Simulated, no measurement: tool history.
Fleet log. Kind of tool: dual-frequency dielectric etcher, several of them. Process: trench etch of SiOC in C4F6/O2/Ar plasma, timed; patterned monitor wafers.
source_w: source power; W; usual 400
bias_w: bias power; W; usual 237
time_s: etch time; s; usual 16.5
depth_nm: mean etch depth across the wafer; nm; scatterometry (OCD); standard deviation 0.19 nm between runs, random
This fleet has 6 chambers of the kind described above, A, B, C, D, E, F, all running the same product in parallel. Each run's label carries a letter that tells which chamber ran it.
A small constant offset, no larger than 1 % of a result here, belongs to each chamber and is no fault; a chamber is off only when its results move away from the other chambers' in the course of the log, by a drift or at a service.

run	hour	source_w	bias_w	time_s	hours since the last wet clean	hours since the last source power generator calibration	hours since the last bias power generator calibration	read-back reference wafer on the same gauge, depth_nm	depth_nm
1D	7.9	400	237	16.5	478.5	966.3	2313.3	37.211	36.979
# hour 8.7: chamber A: wet clean of the chamber
2C	14.1	400	237	16.5	261	4060.6	693.5	37.189	37.58
3A	24.6	400	237	16.5	16	1818.2	2875.1	37.188	37.244
4E	36	400	237	16.5	300.8	2248.3	132	37.192	37.61
5B	42	400	237	16.5	178.8	798.2	878.9	37.219	37.309
6F	48.8	400	237	16.5	201.9	205.6	2009.9	37.142	37.15
7B	58.2	400	237	16.5	195	814.4	895.1	37.24	37.331
8D	66.5	400	237	16.5	537.1	1024.9	2371.9	37.258	37.21
9E	71.8	400	237	16.5	336.6	2284.1	167.8	37.179	37.519
10A	77.2	400	264	20.5	68.6	1870.8	2927.7	37.214	47.842
11C	83.2	400	264	20.5	330.1	4129.7	762.6	37.184	48.167
12F	93.8	400	264	20.5	246.9	250.6	2054.9	37.173	48.124
13E	102.5	400	264	20.5	367.3	2314.8	198.5	37.211	48.162
# hour 104.1: chamber A: source power generator calibrated
14D	114.3	400	264	20.5	584.9	1072.7	2419.7	37.173	48.058
15A	119.7	400	264	20.5	111.1	15.7	2970.2	37.227	47.923
16C	128.6	400	237	16.5	375.5	4175.1	808	37.207	37.625
17B	136.9	400	237	16.5	273.7	893.1	973.8	37.178	37.361
18F	148.4	400	237	16.5	301.5	305.2	2109.5	37.2	37.699
19C	155	400	237	16.5	401.9	4201.5	834.4	37.224	37.308
20E	161.5	400	237	16.5	426.3	2373.8	257.5	37.207	37.393
21D	166.9	400	271	16.5	637.5	1125.3	2472.3	37.194	38.927
# hour 171.6: chamber C: wet clean of the chamber
22A	174.5	400	271	16.5	165.9	70.5	3025	37.225	38.8
23B	182.8	400	271	16.5	319.6	939	1019.7	37.202	38.442
24F	193.4	400	271	16.5	346.5	350.2	2154.5	37.198	39.044
25A	204.8	400	271	16.5	196.2	100.8	3055.3	37.249	38.885
26C	214.9	400	271	16.5	43.4	4261.4	894.3	37.204	39.172
# hour 221.3: chamber D: wet clean of the chamber
27F	222.4	400	237	16.5	375.5	379.2	2183.5	37.194	37.513
28D	233.7	400	237	16.5	12.5	1192.1	2539.1	37.232	37.705
29E	240.6	400	274	19.5	505.4	2452.9	336.6	37.235	46.737
30B	246.6	400	274	19.5	383.4	1002.8	1083.5	37.176	46.234
# hour 252.6: chamber B: wet clean of the chamber
31A	256	400	274	19.5	247.4	152	3106.5	37.183	45.993
32E	264.8	400	274	19.5	529.6	2477.1	360.8	37.25	46.4
33F	276.2	400	274	19.5	429.3	433	2237.3	37.2	46.787
34D	285.3	400	274	19.5	64.1	1243.7	2590.7	37.191	46.522
35B	292	430	210	16.5	39.4	1048.2	1128.9	37.247	36.512
36C	303.1	430	210	16.5	131.6	4349.6	982.5	37.197	37.368
37F	312	430	210	16.5	465.1	468.8	2273.1	37.155	37.147
38C	320	430	210	16.5	148.5	4366.5	999.4	37.202	37.228
39E	329.5	430	210	16.5	594.3	2541.8	425.5	37.161	37.084
40D	338.7	430	210	16.5	117.5	1297.1	2644.1	37.205	36.913

Is one chamber off against the others, does the gauge drift, or is nothing wrong? If a chamber is off, say which, and what the likeliest cause is.

No chamber stands off beyond its own small offset, and the gauge holds steady.
